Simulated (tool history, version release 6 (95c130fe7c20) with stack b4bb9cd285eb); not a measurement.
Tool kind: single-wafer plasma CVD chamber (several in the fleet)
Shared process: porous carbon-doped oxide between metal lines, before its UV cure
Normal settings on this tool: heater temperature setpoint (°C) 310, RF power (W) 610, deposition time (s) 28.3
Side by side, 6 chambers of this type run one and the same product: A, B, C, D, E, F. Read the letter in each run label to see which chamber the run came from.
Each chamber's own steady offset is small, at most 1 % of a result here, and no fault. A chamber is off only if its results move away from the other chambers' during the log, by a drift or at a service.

run	hour	heater temperature setpoint (°C)	RF power (W)	deposition time (s)	hours since the last thermocouple change	hours since the last RF generator calibration	read-back reference wafer on the same gauge, thickness_nm	mean film thickness on the monitor wafer (angstrom)
1A	8.8	310	610	28.3	1186.1	601.7	193.73	1657.5
2B	14.5	310	610	28.3	1884.7	1148.7	193.91	1642.7
3E	21.7	310	610	28.3	437	792.1	193.87	1662.6
4D	29.6	310	610	28.3	520.1	1125.6	194.24	1643.1
5F	39	310	610	28.3	455.9	252.7	194.04	1647.1
6C	46.2	310	720	32.4	808.3	314.9	194.08	2106.6
7D	53.8	310	720	32.4	544.3	1149.8	193.97	2071.3
8C	58.8	310	720	32.4	820.9	327.5	194.05	2113.4
9A	63.1	310	720	32.4	1240.4	656	193.91	2106.8
10E	68.7	310	720	32.4	484	839.1	193.94	2126.5
11F	77.6	310	720	32.4	494.5	291.3	193.8	2102
12B	85	310	610	28.3	1955.2	1219.2	193.88	1663
13F	93.2	310	610	28.3	510.1	306.9	194.17	1655.9
14D	98.8	310	665	28.3	589.3	1194.8	193.97	1717.1
15E	105.5	310	665	28.3	520.8	875.9	194.3	1773.5
16B	109.7	310	665	28.3	1979.9	1243.9	193.87	1743.6
17A	114.7	310	665	28.3	1292	707.6	193.94	1751.5
18C	122.1	310	665	28.3	884.2	390.8	194.04	1762.2
19E	126.7	310	665	28.3	542	897.1	193.93	1740.7
20A	132	310	610	28.3	1309.3	724.9	194.17	1650.4
21D	141.4	310	610	28.3	631.9	1237.4	194.2	1641
22B	148.9	310	610	28.3	2019.1	1283.1	194.11	1657
23F	158.3	310	610	28.3	575.2	372	194.21	1663.7
24C	165.9	310	610	28.3	928	434.6	193.82	1657.5
25C	173.1	310	610	28.3	935.2	441.8	193.98	1654.5
# hour 173.8: chamber B: thermocouple changed; heater temperature recalibrated
26A	180.9	310	720	28.3	1358.2	773.8	193.95	1846.5
27E	190.4	310	720	28.3	605.7	960.8	194.01	1860.5
28B	196.6	310	720	28.3	22.9	1330.8	194.02	1819.2
29D	203.1	310	720	28.3	693.6	1299.1	193.8	1821.3
30F	207.5	310	720	28.3	624.4	421.2	193.92	1837.6
31F	216.8	310	720	28.3	633.7	430.5	194.15	1848.4
32B	226.5	310	610	28.3	52.8	1360.7	194.22	1649.8
33C	232	310	610	28.3	994.1	500.7	193.97	1667.6
34A	240.9	295	610	28.3	1418.2	833.8	193.96	1801.1
35D	250	295	610	28.3	740.5	1346	194.25	1771.6
36E	255.1	295	610	28.3	670.4	1025.5	193.9	1819

For the next run the whole fleet of 6 chambers uses the same settings. Give each chamber's results:
37A	262.1	300	610	28.3				?
37B	262.1	300	610	28.3				?
37C	262.1	300	610	28.3				?
37D	262.1	300	610	28.3				?
37E	262.1	300	610	28.3				?
37F	262.1	300	610	28.3				?

run	mean film thickness on the monitor wafer (angstrom)
37A	1755.5
37B	1749.8
37C	1746.6
37D	1730.9
37E	1765.3
37F	1742.2

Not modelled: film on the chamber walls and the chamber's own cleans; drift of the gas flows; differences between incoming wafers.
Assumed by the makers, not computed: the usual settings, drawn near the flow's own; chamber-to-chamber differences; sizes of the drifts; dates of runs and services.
